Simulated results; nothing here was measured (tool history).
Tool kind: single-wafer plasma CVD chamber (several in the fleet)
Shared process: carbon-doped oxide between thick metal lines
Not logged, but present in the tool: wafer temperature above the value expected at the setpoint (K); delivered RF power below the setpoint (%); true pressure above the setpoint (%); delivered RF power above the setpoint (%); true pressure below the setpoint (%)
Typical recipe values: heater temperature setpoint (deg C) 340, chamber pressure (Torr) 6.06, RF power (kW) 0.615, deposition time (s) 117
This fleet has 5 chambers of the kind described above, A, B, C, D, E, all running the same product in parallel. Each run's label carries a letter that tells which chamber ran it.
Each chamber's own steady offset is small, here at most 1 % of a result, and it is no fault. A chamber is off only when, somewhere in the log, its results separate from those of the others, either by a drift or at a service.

run    day  heater temperature setpoint (deg C)  chamber pressure (Torr)  RF power (kW)  deposition time (s)  hours since the last thermocouple change  hours since the last RF generator calibration  hours since the last manometer calibration  read-back reference wafer on the same gauge, thickness_nm  mean film thickness on the monitor wafer (angstrom)
 1D  0.271                                  340                     6.06          0.615                  117                                     886.6                                          514.8                                       381.2                                                     727.21                                                 7065
 2E  0.546                                  340                     6.06          0.615                  117                                    1239.4                                         1783.5                                      1201.4                                                     727.33                                               7049.1
 3A  0.667                                  340                     6.06          0.615                  117                                    1619.2                                         1076.1                                      1380.5                                                     726.54                                               7009.9
 4C  0.867                                  340                     6.06          0.615                  117                                     305.5                                          933.3                                       714.8                                                     727.69                                               7070.3
 5B  1.088                                  340                     6.06          0.615                  117                                       397                                            386                                          85                                                     727.25                                                 7109
 6D  1.217                                  340                     6.06          0.615                  117                                     909.3                                          537.5                                       403.9                                                     727.35                                               7064.4
 7E  1.483                                  340                     6.06          0.615                  117                                    1261.9                                           1806                                      1223.9                                                     726.76                                               7029.1
 8C  1.612                                  340                     6.06          0.615                  117                                     323.4                                          951.2                                       732.7                                                     727.06                                               7074.6
 9B  1.758                                  340                     7.17          0.655                  117                                     413.1                                          402.1                                       101.1                                                     727.15                                               7505.9
10A  1.967                                  340                     7.17          0.655                  117                                    1650.4                                         1107.3                                      1411.7                                                      727.1                                               7483.7
11B  2.108                                  340                     7.17          0.655                  117                                     421.5                                          410.5                                       109.5                                                     727.54                                               7490.3
     2.267  -- chamber E: capacitance manometer re-zeroed and calibrated
12E  2.375                                  340                     7.17          0.655                  117                                    1283.3                                         1827.4                                         2.6                                                      727.1                                               7464.1
13C  2.592                                  340                     7.17          0.655                  117                                     346.9                                          974.7                                       756.2                                                     727.21                                               7463.2
14D  2.783                                  340                     6.06          0.615                  117                                     946.9                                          575.1                                       441.5                                                     726.22                                               7039.9
15A  2.917                                  340                     6.06          0.615                  117                                    1673.2                                         1130.1                                      1434.5                                                     726.76                                               7043.1
16A  3.071                                  340                     6.51          0.615                  134                                    1676.9                                         1133.8                                      1438.2                                                     726.77                                               8174.4
17E  3.346                                  340                     6.51          0.615                  134                                    1306.6                                         1850.7                                        25.9                                                      727.8                                               8172.7
18D  3.533                                  340                     6.51          0.615                  134                                     964.9                                          593.1                                       459.5                                                      726.8                                               8157.4
19B  3.771                                  340                     6.51          0.615                  134                                     461.4                                          450.4                                       149.4                                                      727.1                                               8155.5
20C  3.992                                  340                     6.51          0.615                  134                                     380.5                                         1008.3                                       789.8                                                        727                                               8218.2
21A  4.146                                  340                     7.11          0.615                  133                                    1702.7                                         1159.6                                        1464                                                     726.34                                               8135.5
22C  4.312                                  340                     7.11          0.615                  133                                     388.2                                           1016                                       797.5                                                     727.58                                               8151.1
23B  4.488                                  340                     7.11          0.615                  133                                     478.6                                          467.6                                       166.6                                                     727.56                                               8162.3
24E  4.742                                  340                     7.11          0.615                  133                                    1340.1                                         1884.2                                        59.4                                                     727.25                                               8160.7
25D  4.879                                  340                     7.11          0.615                  133                                     997.2                                          625.4                                       491.8                                                     726.73                                               8192.4
26E  5.054                                  340                     6.06          0.615                  117                                    1347.6                                         1891.7                                        66.9                                                     727.22                                               7023.7
27B    5.2                                  340                     6.06          0.615                  117                                     495.7                                          484.7                                       183.7                                                     727.45                                               7120.3
28D  5.462                                  340                     6.06          0.615                  117                                    1011.2                                          639.4                                       505.8                                                     727.31                                               7063.7
29A  5.671                                  340                     6.06          0.615                  117                                    1739.3                                         1196.2                                      1500.6                                                     726.91                                               7077.1
30C  5.867                                  340                     6.06          0.615                  117                                     425.5                                         1053.3                                       834.8                                                     726.87                                                 7110
     6.004  -- chamber E: RF generator calibrated
31A  6.112                                  330                     6.06          0.615                  117                                    1749.9                                         1206.8                                      1511.2                                                     727.18                                               7331.2
32C  6.229                                  330                     6.06          0.615                  117                                     434.2                                           1062                                       843.5                                                     726.89                                               7277.8
33D  6.425                                  330                     6.06          0.615                  117                                    1034.3                                          662.5                                       528.9                                                     726.17                                               7309.4
34B  6.667                                  330                     6.06          0.615                  117                                     530.9                                          519.9                                       218.9                                                     727.51                                               7299.8
35E  6.788                                  330                     6.06          0.615                  117                                    1389.2                                           18.9                                       108.5                                                     726.52                                               7259.4
36C  6.988                                  340                     6.06          0.615                  117                                     452.4                                         1080.2                                       861.7                                                     727.23                                               7108.7

Next, every chamber runs the same settings. What will each give?
37A  7.183                                  340                     6.06           0.71                  117                                                                                                                                                                                                                                                    ?
37B  7.183                                  340                     6.06           0.71                  117                                                                                                                                                                                                                                                    ?
37C  7.183                                  340                     6.06           0.71                  117                                                                                                                                                                                                                                                    ?
37D  7.183                                  340                     6.06           0.71                  117                                                                                                                                                                                                                                                    ?
37E  7.183                                  340                     6.06           0.71                  117                                                                                                                                                                                                                                                    ?

run  mean film thickness on the monitor wafer (angstrom)
37A                                               7716.5
37B                                                 7696
37C                                               7651.9
37D                                               7658.7
37E                                               7696.4

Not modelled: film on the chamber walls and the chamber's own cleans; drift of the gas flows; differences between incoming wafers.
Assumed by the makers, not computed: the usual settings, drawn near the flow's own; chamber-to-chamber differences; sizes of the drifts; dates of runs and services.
